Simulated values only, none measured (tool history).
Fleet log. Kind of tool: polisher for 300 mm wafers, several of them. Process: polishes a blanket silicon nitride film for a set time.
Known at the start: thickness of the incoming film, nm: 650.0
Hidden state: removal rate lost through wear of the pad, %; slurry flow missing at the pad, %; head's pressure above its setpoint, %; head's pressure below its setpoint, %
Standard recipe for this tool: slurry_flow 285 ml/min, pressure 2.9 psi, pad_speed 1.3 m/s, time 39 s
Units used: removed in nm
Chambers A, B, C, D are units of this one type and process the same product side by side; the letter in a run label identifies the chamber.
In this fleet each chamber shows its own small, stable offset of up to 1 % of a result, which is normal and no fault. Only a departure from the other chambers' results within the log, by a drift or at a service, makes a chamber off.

run,hour,slurry_flow,pressure,pad_speed,time,wafers polished on this pad,hours since the slurry nozzle was cleaned,hours since the head pressure was calibrated,removed
1C,7.5,285,2.9,1.3,39,191,214.8,16.9,74.856
2A,15.9,285,2.9,1.3,39,168,177.4,856.1,75.724
3B,20.8,285,2.9,1.3,39,771,129.4,1316.6,73.737
4D,26.4,285,2.9,1.3,39,866,372,121.4,74.687
5A,33.5,285,2.9,1.3,39,321,195,873.7,74.743
6D,40,285,2.9,1.3,39,984,385.6,135,74.735
# hour 41.7: chamber C: slurry nozzle cleaned
7C,46.2,285,2.9,1.3,39,527,4.5,55.6,75.348
# hour 48.9: chamber B: worn pad replaced by a new one
8B,52.8,285,2.9,1.46,43,33,161.4,1348.6,91.942
# hour 56.8: chamber C: worn pad replaced by a new one
9D,59.3,285,2.9,1.46,43,1152,404.9,154.3,90.027
# hour 63.5: chamber D: worn pad replaced by a new one
10B,64,285,2.9,1.46,43,131,172.6,1359.8,88.199
11C,69,285,2.9,1.46,43,106,27.3,78.4,89.807
12A,78.9,285,2.9,1.3,39,715,240.4,919.1,75.356
# hour 85.2: chamber A: worn pad replaced by a new one
13B,87.7,285,2.9,1.3,39,337,196.3,1383.5,74.666
14D,95.3,285,2.9,1.3,39,276,440.9,190.3,75.51
# hour 102.5: chamber B: slurry nozzle cleaned
15C,104.5,285,2.9,1.3,39,414,62.8,113.9,74.077
16A,113.4,355,2.9,1.3,39,245,274.9,953.6,76.094
# hour 115.4: chamber B: head pressure recalibrated
17B,122.4,355,2.9,1.3,39,638,19.9,7.1,67.146
18A,130.4,355,2.9,1.3,39,393,291.9,970.6,75.756
# hour 135.9: chamber C: worn pad replaced by a new one
19D,136.2,355,2.9,1.3,39,631,481.8,231.2,76.612
20C,141.9,285,2.9,1.3,39,52,100.2,151.3,73.818
21C,149.5,285,2.9,1.3,39,118,107.8,158.9,75.484
22A,156.4,285,2.9,1.3,39,619,317.9,996.6,75.098
23B,163,285,2.9,1.3,39,991,60.5,47.7,65.866
# hour 167.5: chamber B: worn pad replaced by a new one
24D,168.4,285,2.9,1.3,39,911,514,263.4,74.047
25C,174.4,285,2.9,1.3,39,334,132.7,183.8,75.158
26B,180.3,285,2.9,1.3,39,111,77.8,65,66.92
# hour 182.4: chamber A: worn pad replaced by a new one
27A,184.7,285,2.9,1.3,39,20,346.2,1024.9,74.234
# hour 193.3: chamber D: worn pad replaced by a new one
28D,193.6,205,2.9,1.3,39,3,539.2,288.6,72.118
29A,202.2,205,2.9,1.3,39,172,363.7,1042.4,72.962
30B,208.8,205,2.9,1.3,39,359,106.3,93.5,62.944
# hour 214.4: chamber D: slurry nozzle cleaned
# hour 214.8: chamber C: worn pad replaced by a new one
31C,216.7,205,2.9,1.3,39,17,175,226.1,71.453
32D,226.5,285,1.9,1.3,39,289,12.1,321.5,48.845
33D,233.1,285,1.9,1.3,39,346,18.7,328.1,49.656

Read the log: is a single chamber off, either drifting away or since a service, is the gauge that measures every chamber drifting, or is nothing wrong beyond small per-chamber offsets? Name any odd chamber and what most likely caused it.

The work done on chamber B during a service left it standing apart from the others.
Most likely cause: head's pressure below its setpoint, % = 11.3.

Here are 4 candidates for chamber B's next run, each the usual settings with a change, their results left as question marks. Which one brings its results back in line with what the others give on the usual settings?
Counts as in line when no further than this from what the other chambers average on the usual settings: removed 2.3 nm
34B-1,240.3,290,3.3,1.3,44,,,,?
34B-2,240.3,285,2.6,1.3,34,,,,?
34B-3,240.3,285,2.7,1.22,39,,,,?
34B-4,240.3,290,3.3,1.3,39,,,,?

Usual-settings mean across the other chambers: removed 74.592 nm
run,removed
34B-1,84.656
34B-2,51.397
34B-3,58.221
34B-4,75.036
The right change is 34B-4: it brings the chamber back within the allowed miss of the others.

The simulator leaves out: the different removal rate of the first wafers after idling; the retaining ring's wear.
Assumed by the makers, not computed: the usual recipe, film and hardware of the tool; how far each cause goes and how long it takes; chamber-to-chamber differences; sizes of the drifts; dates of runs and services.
